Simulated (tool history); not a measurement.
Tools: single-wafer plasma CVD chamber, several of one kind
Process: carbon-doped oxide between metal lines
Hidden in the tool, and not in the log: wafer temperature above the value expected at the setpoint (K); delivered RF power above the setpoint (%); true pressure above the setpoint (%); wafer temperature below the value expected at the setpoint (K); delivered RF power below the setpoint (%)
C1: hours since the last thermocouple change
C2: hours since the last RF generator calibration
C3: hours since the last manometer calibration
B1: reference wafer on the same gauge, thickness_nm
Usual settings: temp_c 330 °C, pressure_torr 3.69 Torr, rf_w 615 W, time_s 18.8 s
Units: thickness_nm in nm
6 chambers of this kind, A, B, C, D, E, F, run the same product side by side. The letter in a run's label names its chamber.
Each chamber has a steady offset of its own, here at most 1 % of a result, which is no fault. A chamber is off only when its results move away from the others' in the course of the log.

{"run": "1E", "hour": 5.2, "temp_c": 330, "pressure_torr": 3.69, "rf_w": 615, "time_s": 18.8, "C1": 841.5, "C2": 1776.5, "C3": 910.9, "B1": 102.99, "thickness_nm": 112.3}
{"run": "2C", "hour": 9.5, "temp_c": 330, "pressure_torr": 3.69, "rf_w": 615, "time_s": 18.8, "C1": 887.6, "C2": 1070.6, "C3": 1615.9, "B1": 103.03, "thickness_nm": 112.32}
{"run": "3D", "hour": 14.4, "temp_c": 330, "pressure_torr": 3.69, "rf_w": 615, "time_s": 18.8, "C1": 460.4, "C2": 61.4, "C3": 1138.1, "B1": 102.97, "thickness_nm": 112.25}
{"run": "4A", "hour": 21.5, "temp_c": 330, "pressure_torr": 3.69, "rf_w": 615, "time_s": 18.8, "C1": 760.2, "C2": 247.7, "C3": 1785.4, "B1": 102.97, "thickness_nm": 112.95}
{"run": "5B", "hour": 27.9, "temp_c": 330, "pressure_torr": 3.69, "rf_w": 615, "time_s": 18.8, "C1": 1356.6, "C2": 535.1, "C3": 701.4, "B1": 102.95, "thickness_nm": 112}
{"run": "6F", "hour": 35.3, "temp_c": 321, "pressure_torr": 3.69, "rf_w": 615, "time_s": 17.2, "C1": 967.3, "C2": 301.9, "C3": 587.7, "B1": 102.94, "thickness_nm": 107.35}
{"run": "7F", "hour": 39.7, "temp_c": 321, "pressure_torr": 3.69, "rf_w": 615, "time_s": 17.2, "C1": 971.7, "C2": 306.3, "C3": 592.1, "B1": 102.91, "thickness_nm": 107.54}
{"run": "8E", "hour": 43.4, "temp_c": 321, "pressure_torr": 3.69, "rf_w": 615, "time_s": 17.2, "C1": 879.7, "C2": 1814.7, "C3": 949.1, "B1": 102.9, "thickness_nm": 106.27}
{"run": "9A", "hour": 47.0, "temp_c": 321, "pressure_torr": 3.69, "rf_w": 615, "time_s": 17.2, "C1": 785.7, "C2": 273.2, "C3": 1810.9, "B1": 102.9, "thickness_nm": 106.9}
{"run": "10D", "hour": 53.2, "temp_c": 321, "pressure_torr": 3.69, "rf_w": 615, "time_s": 17.2, "C1": 499.2, "C2": 100.2, "C3": 1176.9, "B1": 102.89, "thickness_nm": 106.05}
{"run": "11C", "hour": 60.4, "temp_c": 321, "pressure_torr": 3.69, "rf_w": 615, "time_s": 17.2, "C1": 938.5, "C2": 1121.5, "C3": 1666.8, "B1": 102.85, "thickness_nm": 106.26}
{"run": "12B", "hour": 64.5, "temp_c": 330, "pressure_torr": 3.69, "rf_w": 615, "time_s": 18.8, "C1": 1393.2, "C2": 571.7, "C3": 738, "B1": 102.86, "thickness_nm": 111.89}
{"run": "13B", "hour": 68.1, "temp_c": 330, "pressure_torr": 3.69, "rf_w": 615, "time_s": 18.8, "C1": 1396.8, "C2": 575.3, "C3": 741.6, "B1": 102.85, "thickness_nm": 112.06}
{"run": "14D", "hour": 74.9, "temp_c": 330, "pressure_torr": 3.69, "rf_w": 615, "time_s": 18.8, "C1": 520.9, "C2": 121.9, "C3": 1198.6, "B1": 102.89, "thickness_nm": 112.09}
{"run": "15C", "hour": 78.6, "temp_c": 330, "pressure_torr": 4.07, "rf_w": 615, "time_s": 18.8, "C1": 956.7, "C2": 1139.7, "C3": 1685, "B1": 102.83, "thickness_nm": 113.35}
{"run": "16E", "hour": 85.0, "temp_c": 330, "pressure_torr": 4.07, "rf_w": 615, "time_s": 18.8, "C1": 921.3, "C2": 1856.3, "C3": 990.7, "B1": 102.82, "thickness_nm": 113.57}
{"run": "17F", "hour": 89.2, "temp_c": 330, "pressure_torr": 4.07, "rf_w": 615, "time_s": 18.8, "C1": 1021.2, "C2": 355.8, "C3": 641.6, "B1": 102.81, "thickness_nm": 114.3}
{"run": "18A", "hour": 97.3, "temp_c": 330, "pressure_torr": 4.07, "rf_w": 615, "time_s": 18.8, "C1": 836, "C2": 323.5, "C3": 1861.2, "B1": 102.76, "thickness_nm": 114.5}
{"run": "19A", "hour": 103.2, "temp_c": 330, "pressure_torr": 4.07, "rf_w": 615, "time_s": 18.8, "C1": 841.9, "C2": 329.4, "C3": 1867.1, "B1": 102.79, "thickness_nm": 114.21}
{"run": "20C", "hour": 108.0, "temp_c": 330, "pressure_torr": 4.07, "rf_w": 615, "time_s": 18.8, "C1": 986.1, "C2": 1169.1, "C3": 1714.4, "B1": 102.79, "thickness_nm": 113.3}
{"run": "21F", "hour": 115.1, "temp_c": 330, "pressure_torr": 3.69, "rf_w": 615, "time_s": 18.8, "C1": 1047.1, "C2": 381.7, "C3": 667.5, "B1": 102.73, "thickness_nm": 113.01}
{"run": "22E", "hour": 122.2, "temp_c": 330, "pressure_torr": 3.69, "rf_w": 615, "time_s": 18.8, "C1": 958.5, "C2": 1893.5, "C3": 1027.9, "B1": 102.75, "thickness_nm": 112.24}
{"run": "23B", "hour": 128.2, "temp_c": 330, "pressure_torr": 3.69, "rf_w": 615, "time_s": 18.8, "C1": 1456.9, "C2": 635.4, "C3": 801.7, "B1": 102.72, "thickness_nm": 111.95}
{"hour": 133.2, "done": "chamber B: thermocouple changed; heater temperature recalibrated"}
{"run": "24D", "hour": 135.5, "temp_c": 330, "pressure_torr": 3.69, "rf_w": 615, "time_s": 18.8, "C1": 581.5, "C2": 182.5, "C3": 1259.2, "B1": 102.73, "thickness_nm": 112.16}
{"run": "25F", "hour": 142.4, "temp_c": 330, "pressure_torr": 3.69, "rf_w": 615, "time_s": 18.8, "C1": 1074.4, "C2": 409, "C3": 694.8, "B1": 102.7, "thickness_nm": 113.15}
{"hour": 146.5, "done": "chamber D: capacitance manometer re-zeroed and calibrated"}
{"run": "26D", "hour": 147.5, "temp_c": 330, "pressure_torr": 4.01, "rf_w": 685, "time_s": 18.8, "C1": 593.5, "C2": 194.5, "C3": 1, "B1": 102.69, "thickness_nm": 120.77}
{"run": "27C", "hour": 152.6, "temp_c": 330, "pressure_torr": 4.01, "rf_w": 685, "time_s": 18.8, "C1": 1030.7, "C2": 1213.7, "C3": 1759, "B1": 102.68, "thickness_nm": 120.67}
{"run": "28E", "hour": 157.5, "temp_c": 330, "pressure_torr": 4.01, "rf_w": 685, "time_s": 18.8, "C1": 993.8, "C2": 1928.8, "C3": 1063.2, "B1": 102.66, "thickness_nm": 121.05}
{"run": "29A", "hour": 161.2, "temp_c": 330, "pressure_torr": 4.01, "rf_w": 685, "time_s": 18.8, "C1": 899.9, "C2": 387.4, "C3": 1925.1, "B1": 102.67, "thickness_nm": 121.73}
{"run": "30B", "hour": 168.0, "temp_c": 330, "pressure_torr": 4.01, "rf_w": 685, "time_s": 18.8, "C1": 34.9, "C2": 675.2, "C3": 841.5, "B1": 102.65, "thickness_nm": 120.39}
{"hour": 174.4, "done": "chamber E: thermocouple changed; heater temperature recalibrated"}
{"run": "31E", "hour": 175.8, "temp_c": 330, "pressure_torr": 4.01, "rf_w": 685, "time_s": 18.8, "C1": 1.5, "C2": 1947.1, "C3": 1081.5, "B1": 102.63, "thickness_nm": 120.87}
{"hour": 176.5, "done": "chamber C: capacitance manometer re-zeroed and calibrated"}
{"run": "32F", "hour": 182.4, "temp_c": 330, "pressure_torr": 3.69, "rf_w": 615, "time_s": 18.8, "C1": 1114.4, "C2": 449, "C3": 734.8, "B1": 102.61, "thickness_nm": 113.04}
{"run": "33C", "hour": 187.1, "temp_c": 330, "pressure_torr": 3.69, "rf_w": 615, "time_s": 18.8, "C1": 1065.2, "C2": 1248.2, "C3": 10.7, "B1": 102.58, "thickness_nm": 112.03}
{"run": "34D", "hour": 194.3, "temp_c": 330, "pressure_torr": 3.69, "rf_w": 615, "time_s": 18.8, "C1": 640.3, "C2": 241.3, "C3": 47.8, "B1": 102.57, "thickness_nm": 112}
{"run": "35A", "hour": 199.6, "temp_c": 330, "pressure_torr": 3.69, "rf_w": 615, "time_s": 18.8, "C1": 938.3, "C2": 425.8, "C3": 1963.5, "B1": 102.55, "thickness_nm": 112.72}
{"run": "36B", "hour": 204.4, "temp_c": 330, "pressure_torr": 3.69, "rf_w": 615, "time_s": 18.8, "C1": 71.3, "C2": 711.6, "C3": 877.9, "B1": 102.56, "thickness_nm": 111.84}
{"run": "37A", "hour": 212.0, "temp_c": 330, "pressure_torr": 3.69, "rf_w": 615, "time_s": 18.8, "C1": 950.7, "C2": 438.2, "C3": 1975.9, "B1": 102.58, "thickness_nm": 112.64}
{"run": "38C", "hour": 217.9, "temp_c": 330, "pressure_torr": 3.69, "rf_w": 615, "time_s": 18.8, "C1": 1096, "C2": 1279, "C3": 41.5, "B1": 102.52, "thickness_nm": 111.82}
{"run": "39D", "hour": 223.8, "temp_c": 330, "pressure_torr": 3.69, "rf_w": 615, "time_s": 18.8, "C1": 669.8, "C2": 270.8, "C3": 77.3, "B1": 102.5, "thickness_nm": 111.71}
{"run": "40E", "hour": 229.0, "temp_c": 330, "pressure_torr": 3.69, "rf_w": 615, "time_s": 18.8, "C1": 54.7, "C2": 2000.3, "C3": 1134.7, "B1": 102.55, "thickness_nm": 111.85}
{"run": "41B", "hour": 233.5, "temp_c": 330, "pressure_torr": 4.56, "rf_w": 615, "time_s": 15.8, "C1": 100.4, "C2": 740.7, "C3": 907, "B1": 102.48, "thickness_nm": 96.849}
{"run": "42F", "hour": 238.5, "temp_c": 330, "pressure_torr": 4.56, "rf_w": 615, "time_s": 15.8, "C1": 1170.5, "C2": 505.1, "C3": 790.9, "B1": 102.48, "thickness_nm": 97.716}
{"run": "43F", "hour": 243.3, "temp_c": 330, "pressure_torr": 4.56, "rf_w": 615, "time_s": 15.8, "C1": 1175.3, "C2": 509.9, "C3": 795.7, "B1": 102.49, "thickness_nm": 97.836}
{"run": "44E", "hour": 247.8, "temp_c": 330, "pressure_torr": 4.56, "rf_w": 615, "time_s": 15.8, "C1": 73.5, "C2": 2019.1, "C3": 1153.5, "B1": 102.5, "thickness_nm": 96.806}

What goes on in this fleet: one chamber off, a drifting gauge, or nothing beyond the chambers' own small offsets? Name the chamber and the cause, if any.

The gauge drifts, so all chambers seem to drift together. No chamber is off.
Cause: gauge reads low (%) = 0.526.

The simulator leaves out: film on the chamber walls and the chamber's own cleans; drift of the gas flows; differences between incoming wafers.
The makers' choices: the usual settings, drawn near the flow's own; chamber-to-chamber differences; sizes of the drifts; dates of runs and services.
